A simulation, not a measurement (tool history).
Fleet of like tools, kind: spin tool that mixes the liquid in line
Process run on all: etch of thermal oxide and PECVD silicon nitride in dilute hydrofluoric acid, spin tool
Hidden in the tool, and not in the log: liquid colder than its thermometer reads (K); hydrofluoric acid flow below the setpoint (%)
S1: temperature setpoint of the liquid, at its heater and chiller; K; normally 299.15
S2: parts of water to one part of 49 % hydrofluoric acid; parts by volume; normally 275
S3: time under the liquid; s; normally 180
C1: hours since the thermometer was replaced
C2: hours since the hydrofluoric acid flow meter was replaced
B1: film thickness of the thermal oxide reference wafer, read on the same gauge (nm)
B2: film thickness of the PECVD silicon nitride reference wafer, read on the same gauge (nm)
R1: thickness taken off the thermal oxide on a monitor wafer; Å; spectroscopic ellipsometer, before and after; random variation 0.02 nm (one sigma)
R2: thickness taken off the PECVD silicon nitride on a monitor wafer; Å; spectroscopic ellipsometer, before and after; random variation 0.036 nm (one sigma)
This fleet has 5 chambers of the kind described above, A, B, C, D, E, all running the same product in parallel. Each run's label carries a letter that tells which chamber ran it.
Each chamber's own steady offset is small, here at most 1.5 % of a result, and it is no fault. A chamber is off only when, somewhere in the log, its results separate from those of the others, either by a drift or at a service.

Run 1D, hour 12.5: usual settings; C1 1146.8; C2 52.1; B1 39.984; B2 130.00. Result: R1 26.523 Å, R2 13.4270 Å.
Run 2C, hour 21.1: usual settings; C1 911.1; C2 1924.2; B1 39.992; B2 129.99. Result: R1 26.433 Å, R2 12.3840 Å.
Run 3B, hour 33.9: usual settings; C1 522.1; C2 1257.0; B1 40.008; B2 129.99. Result: R1 26.668 Å, R2 12.9560 Å.
Run 4A, hour 40.5: usual settings; C1 367.4; C2 462.8; B1 40.018; B2 130.00. Result: R1 26.831 Å, R2 12.7430 Å.
Run 5E, hour 53.9: usual settings but S2 405 parts by volume; C1 1027.2; C2 460.8; B1 39.987; B2 129.99. Result: R1 15.996 Å, R2 8.6397 Å.
Run 6A, hour 61.9: usual settings but S2 405 parts by volume; C1 388.8; C2 484.2; B1 39.998; B2 130.00. Result: R1 15.965 Å, R2 8.4611 Å.
Run 7E, hour 73.5: usual settings but S2 405 parts by volume; C1 1046.8; C2 480.4; B1 40.007; B2 130.00. Result: R1 16.191 Å, R2 8.6684 Å.
Run 8B, hour 86.3: usual settings but S2 405 parts by volume; C1 574.5; C2 1309.4; B1 39.994; B2 130.00. Result: R1 16.017 Å, R2 8.3444 Å.
Run 9D, hour 94.6: usual settings but S2 405 parts by volume; C1 1228.9; C2 134.2; B1 39.979; B2 130.01. Result: R1 15.930 Å, R2 8.7428 Å.
Run 10C, hour 105.0: usual settings; C1 995.0; C2 2008.1; B1 40.010; B2 130.00. Result: R1 26.554 Å, R2 13.1230 Å.
Run 11C, hour 117.3: usual settings; C1 1007.3; C2 2020.4; B1 40.007; B2 130.02. Result: R1 26.145 Å, R2 12.9070 Å.
Run 12B, hour 128.9: usual settings; C1 617.1; C2 1352.0; B1 39.992; B2 129.97. Result: R1 26.376 Å, R2 12.5960 Å.
Run 13D, hour 138.5: usual settings but S1 297.15 K; C1 1272.8; C2 178.1; B1 40.005; B2 130.01. Result: R1 24.644 Å, R2 11.4170 Å.
Run 14E, hour 145.9: usual settings but S1 297.15 K; C1 1119.2; C2 552.8; B1 40.001; B2 129.99. Result: R1 24.464 Å, R2 10.9200 Å.
Run 15A, hour 154.4: usual settings but S1 297.15 K; C1 481.3; C2 576.7; B1 39.983; B2 130.00. Result: R1 24.994 Å, R2 11.3090 Å.
At hour 155.0: chamber C: thermometer replaced.
Run 16B, hour 167.4: usual settings but S1 297.15 K; C1 655.6; C2 1390.5; B1 39.991; B2 130.00. Result: R1 24.933 Å, R2 11.0270 Å.
Run 17E, hour 181.1: usual settings but S1 297.15 K; C1 1154.4; C2 588.0; B1 40.012; B2 130.01. Result: R1 24.584 Å, R2 11.3580 Å.
Run 18C, hour 190.1: usual settings; C1 35.2; C2 2093.2; B1 39.989; B2 130.00. Result: R1 26.621 Å, R2 12.4680 Å.
Run 19D, hour 201.4: usual settings; C1 1335.7; C2 241.0; B1 40.016; B2 129.99. Result: R1 26.548 Å, R2 12.7160 Å.
Run 20A, hour 216.1: usual settings; C1 543.0; C2 638.4; B1 40.003; B2 130.00. Result: R1 27.187 Å, R2 12.4690 Å.
Run 21D, hour 230.5: usual settings; C1 1364.8; C2 270.1; B1 39.985; B2 129.98. Result: R1 26.178 Å, R2 12.6600 Å.
Run 22A, hour 242.2: usual settings but S1 302.65 K; C1 569.1; C2 664.5; B1 39.989; B2 129.99. Result: R1 30.419 Å, R2 16.2610 Å.
Run 23E, hour 251.5: usual settings but S1 302.65 K; C1 1224.8; C2 658.4; B1 39.994; B2 129.99. Result: R1 30.336 Å, R2 16.3760 Å.
Run 24B, hour 265.7: usual settings but S1 302.65 K; C1 753.9; C2 1488.8; B1 40.017; B2 130.01. Result: R1 29.892 Å, R2 14.5460 Å.
Run 25C, hour 273.4: usual settings but S1 302.65 K; C1 118.5; C2 2176.5; B1 40.002; B2 130.02. Result: R1 29.506 Å, R2 15.4170 Å.
Run 26E, hour 288.2: usual settings but S1 302.65 K; C1 1261.5; C2 695.1; B1 40.024; B2 130.00. Result: R1 29.983 Å, R2 14.9810 Å.
Run 27B, hour 301.9: usual settings; C1 790.1; C2 1525.0; B1 39.999; B2 129.99. Result: R1 25.862 Å, R2 12.3070 Å.
Run 28C, hour 309.7: usual settings; C1 154.8; C2 2212.8; B1 40.006; B2 130.03. Result: R1 26.408 Å, R2 12.3680 Å.
Run 29D, hour 320.7: usual settings; C1 1455.0; C2 360.3; B1 39.983; B2 130.01. Result: R1 26.452 Å, R2 12.7910 Å.
Run 30A, hour 330.4: usual settings; C1 657.3; C2 752.7; B1 40.000; B2 130.02. Result: R1 26.926 Å, R2 12.2350 Å.
Run 31E, hour 340.6: usual settings; C1 1313.9; C2 747.5; B1 39.988; B2 130.03. Result: R1 26.598 Å, R2 13.0200 Å.
Run 32C, hour 350.1: usual settings; C1 195.2; C2 2253.2; B1 40.021; B2 130.00. Result: R1 26.181 Å, R2 12.0250 Å.
Run 33B, hour 360.5: usual settings; C1 848.7; C2 1583.6; B1 40.002; B2 129.98. Result: R1 25.682 Å, R2 11.9630 Å.
Run 34A, hour 367.7: usual settings; C1 694.6; C2 790.0; B1 39.999; B2 130.02. Result: R1 27.262 Å, R2 13.4420 Å.
Run 35D, hour 382.8: usual settings; C1 1517.1; C2 422.4; B1 39.999; B2 130.00. Result: R1 26.585 Å, R2 11.7980 Å.
Run 36E, hour 396.3: usual settings; C1 1369.6; C2 803.2; B1 39.997; B2 130.00. Result: R1 26.642 Å, R2 12.7690 Å.
Run 37C, hour 405.9: usual settings; C1 251.0; C2 2309.0; B1 39.992; B2 130.01. Result: R1 26.156 Å, R2 12.3990 Å.
Run 38B, hour 420.9: usual settings; C1 909.1; C2 1644.0; B1 40.001; B2 130.01. Result: R1 24.962 Å, R2 11.8370 Å.
Run 39D, hour 429.4: usual settings; C1 1563.7; C2 469.0; B1 39.996; B2 130.00. Result: R1 26.399 Å, R2 12.6840 Å.
Run 40A, hour 437.5: usual settings but S2 325 parts by volume, S3 225 s; C1 764.4; C2 859.8; B1 39.988; B2 129.99. Result: R1 27.195 Å, R2 13.3540 Å.
Run 41D, hour 446.5: usual settings but S2 325 parts by volume, S3 225 s; C1 1580.8; C2 486.1; B1 39.961; B2 129.98. Result: R1 26.659 Å, R2 13.3850 Å.
Run 42E, hour 459.7: usual settings but S2 325 parts by volume, S3 225 s; C1 1433.0; C2 866.6; B1 39.994; B2 129.99. Result: R1 26.688 Å, R2 13.2810 Å.
Run 43B, hour 472.4: usual settings but S2 325 parts by volume, S3 225 s; C1 960.6; C2 1695.5; B1 40.015; B2 129.99. Result: R1 25.149 Å, R2 12.0470 Å.
Run 44C, hour 485.7: usual settings but S2 325 parts by volume, S3 225 s; C1 330.8; C2 2388.8; B1 40.014; B2 129.98. Result: R1 26.030 Å, R2 13.6620 Å.

All chambers now run identical settings, listed one chamber a line with results as question marks. What results will each chamber show?
Run 45A, hour 496.6: usual settings. Result: R1 ?, R2 ?.
Run 45B, hour 496.6: usual settings. Result: R1 ?, R2 ?.
Run 45C, hour 496.6: usual settings. Result: R1 ?, R2 ?.
Run 45D, hour 496.6: usual settings. Result: R1 ?, R2 ?.
Run 45E, hour 496.6: usual settings. Result: R1 ?, R2 ?.

run      R1       R2
45A  27.114  12.9060
45B  24.305  11.3640
45C  25.991  12.1430
45D  26.403  13.3730
45E  26.571  12.4590
